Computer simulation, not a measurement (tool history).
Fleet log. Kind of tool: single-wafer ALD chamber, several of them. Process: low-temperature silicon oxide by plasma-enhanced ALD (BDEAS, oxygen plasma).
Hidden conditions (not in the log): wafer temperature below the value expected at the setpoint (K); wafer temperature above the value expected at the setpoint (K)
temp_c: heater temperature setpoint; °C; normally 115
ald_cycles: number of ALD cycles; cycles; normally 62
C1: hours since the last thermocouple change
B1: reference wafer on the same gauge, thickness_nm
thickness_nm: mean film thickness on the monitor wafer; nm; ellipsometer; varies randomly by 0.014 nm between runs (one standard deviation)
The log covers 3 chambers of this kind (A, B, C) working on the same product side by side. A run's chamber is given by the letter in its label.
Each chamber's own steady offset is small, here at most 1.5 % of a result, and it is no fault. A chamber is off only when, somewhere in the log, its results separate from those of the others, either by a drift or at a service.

run 1B day=0.496 | temp_c=115 ald_cycles=62 | C1=765.2 | B1=9.0712 | thickness_nm=8.5536
run 2A day=0.875 | temp_c=115 ald_cycles=62 | C1=292.3 | B1=9.0706 | thickness_nm=8.6996
run 3C day=1.300 | temp_c=115 ald_cycles=62 | C1=687.9 | B1=9.0746 | thickness_nm=8.6890
run 4A day=1.633 | temp_c=115 ald_cycles=62 | C1=310.5 | B1=9.0784 | thickness_nm=8.6994
run 5B day=2.017 | temp_c=115 ald_cycles=62 | C1=801.7 | B1=9.0782 | thickness_nm=8.5588
run 6C day=2.471 | temp_c=115 ald_cycles=62 | C1=716.0 | B1=9.0788 | thickness_nm=8.7164
run 7B day=2.767 | temp_c=115 ald_cycles=62 | C1=819.7 | B1=9.0828 | thickness_nm=8.5753
run 8C day=3.217 | temp_c=115 ald_cycles=62 | C1=733.9 | B1=9.0837 | thickness_nm=8.7103
run 9A day=3.646 | temp_c=115 ald_cycles=70 | C1=358.8 | B1=9.0868 | thickness_nm=9.8617
run 10C day=4.067 | temp_c=115 ald_cycles=70 | C1=754.3 | B1=9.0884 | thickness_nm=9.8524
run 11A day=4.358 | temp_c=115 ald_cycles=70 | C1=375.9 | B1=9.0914 | thickness_nm=9.8194
run 12B day=4.771 | temp_c=115 ald_cycles=74 | C1=867.8 | B1=9.0904 | thickness_nm=10.2410
run 13C day=5.217 | temp_c=115 ald_cycles=74 | C1=781.9 | B1=9.0974 | thickness_nm=10.4250
run 14A day=5.621 | temp_c=115 ald_cycles=74 | C1=406.2 | B1=9.0985 | thickness_nm=10.4520
run 15B day=5.846 | temp_c=128 ald_cycles=52 | C1=893.6 | B1=9.0934 | thickness_nm=7.0283
run 16A day=6.096 | temp_c=128 ald_cycles=52 | C1=417.6 | B1=9.0943 | thickness_nm=7.1414
run 17C day=6.467 | temp_c=128 ald_cycles=52 | C1=811.9 | B1=9.0981 | thickness_nm=7.1600
run 18B day=6.762 | temp_c=115 ald_cycles=62 | C1=915.6 | B1=9.0973 | thickness_nm=8.5728
run 19A day=7.196 | temp_c=101 ald_cycles=69 | C1=444.0 | B1=9.1013 | thickness_nm=9.9470
run 20C day=7.479 | temp_c=101 ald_cycles=69 | C1=836.2 | B1=9.0994 | thickness_nm=10.0050
run 21B day=7.708 | temp_c=101 ald_cycles=69 | C1=938.3 | B1=9.1044 | thickness_nm=9.7823
run 22A day=8.200 | temp_c=115 ald_cycles=62 | C1=468.1 | B1=9.1043 | thickness_nm=8.7319
run 23B day=8.688 | temp_c=115 ald_cycles=62 | C1=961.8 | B1=9.1106 | thickness_nm=8.5603
run 24C day=9.121 | temp_c=115 ald_cycles=62 | C1=875.6 | B1=9.1088 | thickness_nm=8.7549
run 25C day=9.604 | temp_c=115 ald_cycles=55 | C1=887.2 | B1=9.1134 | thickness_nm=7.7675
run 26A day=9.933 | temp_c=115 ald_cycles=55 | C1=509.7 | B1=9.1163 | thickness_nm=7.7674
run 27B day=10.192 | temp_c=115 ald_cycles=55 | C1=997.9 | B1=9.1142 | thickness_nm=7.6277
run 28A day=10.450 | temp_c=115 ald_cycles=62 | C1=522.1 | B1=9.1183 | thickness_nm=8.7257
run 29B day=10.712 | temp_c=115 ald_cycles=62 | C1=1010.4 | B1=9.1181 | thickness_nm=8.5936
run 30C day=11.017 | temp_c=115 ald_cycles=62 | C1=921.1 | B1=9.1175 | thickness_nm=8.7783
run 31A day=11.404 | temp_c=115 ald_cycles=70 | C1=545.0 | B1=9.1201 | thickness_nm=9.8481
-- day=11.546 chamber B: thermocouple changed; heater temperature recalibrated
run 32C day=11.833 | temp_c=115 ald_cycles=70 | C1=940.7 | B1=9.1242 | thickness_nm=9.8797
run 33B day=12.079 | temp_c=115 ald_cycles=70 | C1=12.9 | B1=9.1311 | thickness_nm=9.7034
run 34C day=12.575 | temp_c=115 ald_cycles=62 | C1=958.5 | B1=9.1320 | thickness_nm=8.7688
run 35A day=12.908 | temp_c=115 ald_cycles=62 | C1=581.1 | B1=9.1312 | thickness_nm=8.7367
run 36B day=13.317 | temp_c=115 ald_cycles=62 | C1=42.6 | B1=9.1284 | thickness_nm=8.6092

Predict what each chamber gives when all 3 of them run the settings below next.
run 37A day=13.675 | temp_c=121 ald_cycles=62 | thickness_nm=?
run 37B day=13.675 | temp_c=121 ald_cycles=62 | thickness_nm=?
run 37C day=13.675 | temp_c=121 ald_cycles=62 | thickness_nm=?

run=37A thickness_nm=8.6403
run=37B thickness_nm=8.4959
run=37C thickness_nm=8.6739
